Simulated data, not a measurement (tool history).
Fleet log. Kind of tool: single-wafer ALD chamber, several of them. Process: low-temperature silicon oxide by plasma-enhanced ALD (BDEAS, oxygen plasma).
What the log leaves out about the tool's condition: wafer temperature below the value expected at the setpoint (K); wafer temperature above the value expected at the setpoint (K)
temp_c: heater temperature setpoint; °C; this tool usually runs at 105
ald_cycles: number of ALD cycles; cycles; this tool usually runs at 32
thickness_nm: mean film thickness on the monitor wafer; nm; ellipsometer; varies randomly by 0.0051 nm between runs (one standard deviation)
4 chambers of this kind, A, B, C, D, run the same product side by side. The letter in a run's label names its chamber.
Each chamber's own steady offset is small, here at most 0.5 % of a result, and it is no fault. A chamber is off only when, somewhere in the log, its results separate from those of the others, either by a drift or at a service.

run,hour,temp_c,ald_cycles,hours since the last thermocouple change,"read-back reference wafer on the same gauge, thickness_nm",thickness_nm
1A,5.7,105,32,1722.7,4.5705,4.5548
2C,11.0,105,32,1496.3,4.5705,4.5304
3D,17.6,105,32,1488.1,4.5707,4.5336
4B,22.8,105,32,218.6,4.5742,4.5535
5A,30.3,105,32,1747.3,4.5746,4.5588
6C,34.4,97,32,1519.7,4.5747,4.6100
# hour 36.3: chamber C: thermocouple changed; heater temperature recalibrated
7D,39.5,97,32,1510.0,4.5765,4.6191
8B,45.4,97,32,241.2,4.5773,4.6503
9A,50.4,97,32,1767.4,4.5765,4.6537
10B,56.4,105,32,252.2,4.5784,4.5575
11D,60.6,105,32,1531.1,4.5798,4.5492
12C,64.7,105,32,28.5,4.5803,4.5422
13B,69.4,91,27,265.2,4.5804,4.0114
14C,76.8,91,27,40.6,4.5814,3.9872
15A,82.4,91,27,1799.4,4.5816,4.0128
16D,88.0,91,27,1558.5,4.5822,3.9904
17C,94.1,90,32,57.9,4.5842,4.7416
18D,100.9,90,32,1571.4,4.5863,4.7430
19B,108.2,90,32,304.0,4.5862,4.7721
20A,111.8,90,32,1828.8,4.5874,4.7779
21D,118.0,105,32,1588.5,4.5868,4.5440
22B,125.7,105,32,321.5,4.5887,4.5728
23C,129.4,105,32,93.2,4.5893,4.5514
24A,136.3,105,32,1853.3,4.5910,4.5686

Each of the 4 chambers runs these same settings next. Fill in every chamber's results:
25A,141.9,105,32,,,?
25B,141.9,105,32,,,?
25C,141.9,105,32,,,?
25D,141.9,105,32,,,?

run,thickness_nm
25A,4.5757
25B,4.5593
25C,4.5546
25D,4.5609

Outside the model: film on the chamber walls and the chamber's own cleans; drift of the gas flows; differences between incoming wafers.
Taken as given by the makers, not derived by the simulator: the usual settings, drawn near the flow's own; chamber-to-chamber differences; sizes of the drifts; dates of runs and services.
